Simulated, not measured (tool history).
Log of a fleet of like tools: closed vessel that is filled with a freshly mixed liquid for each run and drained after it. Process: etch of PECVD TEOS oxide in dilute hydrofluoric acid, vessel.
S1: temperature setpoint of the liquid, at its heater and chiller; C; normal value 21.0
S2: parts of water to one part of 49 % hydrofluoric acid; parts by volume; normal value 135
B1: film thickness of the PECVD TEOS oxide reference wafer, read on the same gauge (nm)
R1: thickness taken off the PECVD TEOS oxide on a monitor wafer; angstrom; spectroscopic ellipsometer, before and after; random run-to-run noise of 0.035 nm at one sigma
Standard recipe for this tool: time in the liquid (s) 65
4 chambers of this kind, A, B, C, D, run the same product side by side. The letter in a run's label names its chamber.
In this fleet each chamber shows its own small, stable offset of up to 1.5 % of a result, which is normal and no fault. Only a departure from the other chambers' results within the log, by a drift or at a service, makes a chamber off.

{"run": "1C", "hour": 2.7, "S1": 21.0, "S2": 135, "time in the liquid (s)": 65, "B1": 150.02, "R1": 83.78}
{"run": "2B", "hour": 6.7, "S1": 21.0, "S2": 135, "time in the liquid (s)": 65, "B1": 149.97, "R1": 83.955}
{"run": "3D", "hour": 9.7, "S1": 21.0, "S2": 135, "time in the liquid (s)": 65, "B1": 149.99, "R1": 84.279}
{"run": "4A", "hour": 12.9, "S1": 21.0, "S2": 135, "time in the liquid (s)": 65, "B1": 150.01, "R1": 83.99}
{"run": "5D", "hour": 16.5, "S1": 21.0, "S2": 135, "time in the liquid (s)": 65, "B1": 149.99, "R1": 83.972}
{"run": "6B", "hour": 19.8, "S1": 21.0, "S2": 135, "time in the liquid (s)": 65, "B1": 149.96, "R1": 83.978}
{"run": "7A", "hour": 22.4, "S1": 21.0, "S2": 135, "time in the liquid (s)": 65, "B1": 150.01, "R1": 83.101}
{"run": "8C", "hour": 26.0, "S1": 21.0, "S2": 70, "time in the liquid (s)": 90, "B1": 150.07, "R1": 245.49}
{"run": "9C", "hour": 29.7, "S1": 21.0, "S2": 70, "time in the liquid (s)": 90, "B1": 149.96, "R1": 243.76}
{"run": "10B", "hour": 33.5, "S1": 21.0, "S2": 70, "time in the liquid (s)": 90, "B1": 150.01, "R1": 239.47}
{"run": "11D", "hour": 37.7, "S1": 21.0, "S2": 70, "time in the liquid (s)": 90, "B1": 149.95, "R1": 237.63}
{"run": "12A", "hour": 39.6, "S1": 21.0, "S2": 135, "time in the liquid (s)": 65, "B1": 150.01, "R1": 83.773}
{"run": "13A", "hour": 44.0, "S1": 21.0, "S2": 135, "time in the liquid (s)": 95, "B1": 150.0, "R1": 122.37}
{"run": "14B", "hour": 47.0, "S1": 21.0, "S2": 135, "time in the liquid (s)": 95, "B1": 149.98, "R1": 122.81}
{"run": "15C", "hour": 50.7, "S1": 21.0, "S2": 135, "time in the liquid (s)": 95, "B1": 150.03, "R1": 120.39}
{"run": "16D", "hour": 54.5, "S1": 21.0, "S2": 135, "time in the liquid (s)": 95, "B1": 150.01, "R1": 122.95}
{"run": "17C", "hour": 56.8, "S1": 21.0, "S2": 135, "time in the liquid (s)": 65, "B1": 150.0, "R1": 82.872}
{"run": "18B", "hour": 60.8, "S1": 21.0, "S2": 135, "time in the liquid (s)": 65, "B1": 150.0, "R1": 83.234}
{"run": "19D", "hour": 63.4, "S1": 21.0, "S2": 135, "time in the liquid (s)": 65, "B1": 149.99, "R1": 84.189}
{"run": "20A", "hour": 66.9, "S1": 21.0, "S2": 135, "time in the liquid (s)": 65, "B1": 150.04, "R1": 83.822}
{"run": "21D", "hour": 70.7, "S1": 21.0, "S2": 135, "time in the liquid (s)": 65, "B1": 150.0, "R1": 84.432}
{"run": "22C", "hour": 73.1, "S1": 18.5, "S2": 135, "time in the liquid (s)": 65, "B1": 150.01, "R1": 74.418}
{"run": "23A", "hour": 75.5, "S1": 18.5, "S2": 135, "time in the liquid (s)": 65, "B1": 149.99, "R1": 75.904}
{"run": "24B", "hour": 79.2, "S1": 18.5, "S2": 135, "time in the liquid (s)": 65, "B1": 149.98, "R1": 76.186}
{"run": "25B", "hour": 82.4, "S1": 18.5, "S2": 135, "time in the liquid (s)": 65, "B1": 150.01, "R1": 75.759}
{"run": "26C", "hour": 84.8, "S1": 21.0, "S2": 135, "time in the liquid (s)": 65, "B1": 149.97, "R1": 81.943}
{"run": "27A", "hour": 88.6, "S1": 19.0, "S2": 165, "time in the liquid (s)": 65, "B1": 150.01, "R1": 61.45}
{"run": "28D", "hour": 91.8, "S1": 19.0, "S2": 165, "time in the liquid (s)": 65, "B1": 149.98, "R1": 61.92}
{"run": "29D", "hour": 94.5, "S1": 19.0, "S2": 165, "time in the liquid (s)": 65, "B1": 149.99, "R1": 61.625}
{"run": "30C", "hour": 97.6, "S1": 19.0, "S2": 165, "time in the liquid (s)": 65, "B1": 150.01, "R1": 59.548}
{"run": "31B", "hour": 101.1, "S1": 21.0, "S2": 80, "time in the liquid (s)": 65, "B1": 150.01, "R1": 151.9}
{"run": "32A", "hour": 103.9, "S1": 21.0, "S2": 80, "time in the liquid (s)": 65, "B1": 150.04, "R1": 149.02}
{"run": "33D", "hour": 107.1, "S1": 21.0, "S2": 80, "time in the liquid (s)": 65, "B1": 149.93, "R1": 148.57}
{"run": "34C", "hour": 109.5, "S1": 21.0, "S2": 80, "time in the liquid (s)": 65, "B1": 149.96, "R1": 146.64}
{"run": "35A", "hour": 113.3, "S1": 21.0, "S2": 95, "time in the liquid (s)": 65, "B1": 150.0, "R1": 123.28}
{"run": "36B", "hour": 116.4, "S1": 21.0, "S2": 95, "time in the liquid (s)": 65, "B1": 150.02, "R1": 124.94}
{"run": "37A", "hour": 118.7, "S1": 21.0, "S2": 95, "time in the liquid (s)": 65, "B1": 150.02, "R1": 122.7}
{"run": "38C", "hour": 121.7, "S1": 21.0, "S2": 95, "time in the liquid (s)": 65, "B1": 149.96, "R1": 119.15}
{"run": "39D", "hour": 123.9, "S1": 21.0, "S2": 135, "time in the liquid (s)": 65, "B1": 149.99, "R1": 84.053}
{"run": "40B", "hour": 125.8, "S1": 21.0, "S2": 135, "time in the liquid (s)": 65, "B1": 149.98, "R1": 83.454}
{"run": "41B", "hour": 129.1, "S1": 21.0, "S2": 135, "time in the liquid (s)": 65, "B1": 149.97, "R1": 84.393}

Decide between three cases: one chamber stands off from its peers, the gauge reading all wafers drifts, or nothing is wrong past each chamber's small offset. Where a chamber is off, say which and what most likely put it there.

Chamber C drifts away from the others.
Cause: liquid colder than its thermometer reads (K) = 1.32.
The log may not separate it from: hydrofluoric acid flow below the setpoint (%).

Below are 4 candidate recipes for chamber C's next run, each the usual settings with a change, their results shown as question marks. Which of them brings C's results back in line with what the other chambers give on the usual settings?
A result is in line if it is within this distance of the other chambers' mean on the usual settings: R1 1.200 angstrom
{"run": "42C-1", "hour": 132.2, "S1": 21.0, "S2": 140, "time in the liquid (s)": 65, "R1": "?"}
{"run": "42C-2", "hour": 132.2, "S1": 20.5, "S2": 135, "time in the liquid (s)": 65, "R1": "?"}
{"run": "42C-3", "hour": 132.2, "S1": 21.0, "S2": 130, "time in the liquid (s)": 65, "R1": "?"}
{"run": "42C-4", "hour": 132.2, "S1": 21.5, "S2": 135, "time in the liquid (s)": 65, "R1": "?"}

The mean the other chambers reach with the usual settings: R1 83.712 angstrom
run=42C-1 R1=76.413
run=42C-2 R1=78.117
run=42C-3 R1=83.270
run=42C-4 R1=81.296
42C-3 puts the chamber back in line with the other chambers.
